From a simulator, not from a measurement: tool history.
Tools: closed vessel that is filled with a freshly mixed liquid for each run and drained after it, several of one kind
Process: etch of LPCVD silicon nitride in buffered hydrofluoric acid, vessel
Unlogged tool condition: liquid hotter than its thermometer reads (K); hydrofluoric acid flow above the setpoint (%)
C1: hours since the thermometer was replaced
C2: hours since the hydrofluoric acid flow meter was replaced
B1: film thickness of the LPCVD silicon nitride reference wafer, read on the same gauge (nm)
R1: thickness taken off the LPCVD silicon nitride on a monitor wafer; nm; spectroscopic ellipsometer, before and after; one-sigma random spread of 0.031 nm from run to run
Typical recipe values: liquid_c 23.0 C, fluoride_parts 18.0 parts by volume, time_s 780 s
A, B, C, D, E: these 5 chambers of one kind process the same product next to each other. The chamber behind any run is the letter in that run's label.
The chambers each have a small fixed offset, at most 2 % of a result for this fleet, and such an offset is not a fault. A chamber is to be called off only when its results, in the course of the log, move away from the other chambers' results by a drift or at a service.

run 1E hour=4.3 | liquid_c=23.0 fluoride_parts=18.0 time_s=780 | C1=1063.2 C2=53.3 | B1=129.99 | R1=6.6111
run 2A hour=8.2 | liquid_c=23.0 fluoride_parts=18.0 time_s=780 | C1=2188.6 C2=634.4 | B1=130.02 | R1=6.6250
run 3C hour=11.9 | liquid_c=23.0 fluoride_parts=18.0 time_s=780 | C1=1955.8 C2=843.7 | B1=129.96 | R1=6.7107
run 4D hour=15.9 | liquid_c=23.0 fluoride_parts=18.0 time_s=780 | C1=2043.7 C2=330.5 | B1=130.03 | R1=6.5829
run 5B hour=19.6 | liquid_c=23.0 fluoride_parts=18.0 time_s=780 | C1=498.3 C2=465.7 | B1=129.98 | R1=6.6812
run 6D hour=24.6 | liquid_c=23.0 fluoride_parts=18.0 time_s=780 | C1=2052.4 C2=339.2 | B1=129.95 | R1=6.5638
run 7C hour=30.4 | liquid_c=23.0 fluoride_parts=18.0 time_s=780 | C1=1974.3 C2=862.2 | B1=129.98 | R1=6.6913
run 8A hour=35.7 | liquid_c=27.0 fluoride_parts=21.0 time_s=780 | C1=2216.1 C2=661.9 | B1=129.99 | R1=7.1831
run 9B hour=39.4 | liquid_c=27.0 fluoride_parts=21.0 time_s=780 | C1=518.1 C2=485.5 | B1=129.99 | R1=7.2193
run 10E hour=45.0 | liquid_c=27.0 fluoride_parts=21.0 time_s=780 | C1=1103.9 C2=94.0 | B1=130.00 | R1=7.1523
run 11A hour=49.1 | liquid_c=27.0 fluoride_parts=21.0 time_s=780 | C1=2229.5 C2=675.3 | B1=129.98 | R1=7.2387
run 12C hour=51.7 | liquid_c=27.0 fluoride_parts=21.0 time_s=780 | C1=1995.6 C2=883.5 | B1=130.00 | R1=7.2498
run 13B hour=55.4 | liquid_c=27.5 fluoride_parts=15.5 time_s=780 | C1=534.1 C2=501.5 | B1=130.01 | R1=9.8775
run 14D hour=60.0 | liquid_c=27.5 fluoride_parts=15.5 time_s=780 | C1=2087.8 C2=374.6 | B1=129.98 | R1=9.7247
run 15E hour=63.8 | liquid_c=27.5 fluoride_parts=15.5 time_s=780 | C1=1122.7 C2=112.8 | B1=129.99 | R1=9.8143
run 16D hour=69.5 | liquid_c=27.5 fluoride_parts=15.5 time_s=780 | C1=2097.3 C2=384.1 | B1=129.98 | R1=9.6741
run 17E hour=74.8 | liquid_c=27.5 fluoride_parts=15.5 time_s=780 | C1=1133.7 C2=123.8 | B1=130.00 | R1=9.8029
run 18A hour=78.6 | liquid_c=23.0 fluoride_parts=18.0 time_s=780 | C1=2259.0 C2=704.8 | B1=130.01 | R1=6.5986
run 19C hour=82.5 | liquid_c=26.5 fluoride_parts=14.5 time_s=780 | C1=2026.4 C2=914.3 | B1=130.03 | R1=10.0030
run 20B hour=87.1 | liquid_c=26.5 fluoride_parts=14.5 time_s=780 | C1=565.8 C2=533.2 | B1=129.99 | R1=9.9374
run 21B hour=91.6 | liquid_c=26.5 fluoride_parts=14.5 time_s=780 | C1=570.3 C2=537.7 | B1=130.02 | R1=9.9865
run 22C hour=94.5 | liquid_c=26.5 fluoride_parts=14.5 time_s=780 | C1=2038.4 C2=926.3 | B1=129.96 | R1=10.0210
run 23A hour=99.6 | liquid_c=26.5 fluoride_parts=14.5 time_s=780 | C1=2280.0 C2=725.8 | B1=130.00 | R1=9.8189
run 24D hour=102.6 | liquid_c=23.0 fluoride_parts=18.0 time_s=780 | C1=2130.4 C2=417.2 | B1=129.97 | R1=6.5441
run 25E hour=108.2 | liquid_c=23.0 fluoride_parts=18.0 time_s=780 | C1=1167.1 C2=157.2 | B1=130.02 | R1=6.5919
run 26D hour=113.4 | liquid_c=23.0 fluoride_parts=18.0 time_s=780 | C1=2141.2 C2=428.0 | B1=129.98 | R1=6.5256
run 27B hour=118.3 | liquid_c=23.0 fluoride_parts=18.0 time_s=780 | C1=597.0 C2=564.4 | B1=129.97 | R1=6.7008
run 28A hour=122.1 | liquid_c=23.0 fluoride_parts=23.0 time_s=980 | C1=2302.5 C2=748.3 | B1=130.01 | R1=6.7407
run 29E hour=125.6 | liquid_c=23.0 fluoride_parts=23.0 time_s=980 | C1=1184.5 C2=174.6 | B1=130.03 | R1=6.7702
run 30C hour=131.4 | liquid_c=23.0 fluoride_parts=23.0 time_s=980 | C1=2075.3 C2=963.2 | B1=129.99 | R1=6.9523
run 31D hour=135.9 | liquid_c=23.0 fluoride_parts=23.0 time_s=980 | C1=2163.7 C2=450.5 | B1=130.01 | R1=6.7324
run 32E hour=139.8 | liquid_c=23.0 fluoride_parts=23.0 time_s=980 | C1=1198.7 C2=188.8 | B1=130.00 | R1=6.7456
run 33C hour=144.0 | liquid_c=23.0 fluoride_parts=18.0 time_s=780 | C1=2087.9 C2=975.8 | B1=129.99 | R1=6.7758
run 34B hour=146.5 | liquid_c=23.0 fluoride_parts=18.0 time_s=555 | C1=625.2 C2=592.6 | B1=130.00 | R1=4.7364
run 35A hour=150.7 | liquid_c=23.0 fluoride_parts=18.0 time_s=555 | C1=2331.1 C2=776.9 | B1=129.96 | R1=4.7279
run 36C hour=155.5 | liquid_c=23.0 fluoride_parts=18.0 time_s=555 | C1=2099.4 C2=987.3 | B1=130.03 | R1=4.7618
run 37D hour=160.5 | liquid_c=23.0 fluoride_parts=18.0 time_s=555 | C1=2188.3 C2=475.1 | B1=130.03 | R1=4.6909
run 38E hour=164.8 | liquid_c=23.0 fluoride_parts=18.0 time_s=555 | C1=1223.7 C2=213.8 | B1=129.99 | R1=4.6569

What goes on in this fleet: one chamber off, a drifting gauge, or nothing beyond the chambers' own small offsets? Name the chamber and the cause, if any.

No chamber stands off beyond its own small offset, and the gauge holds steady.
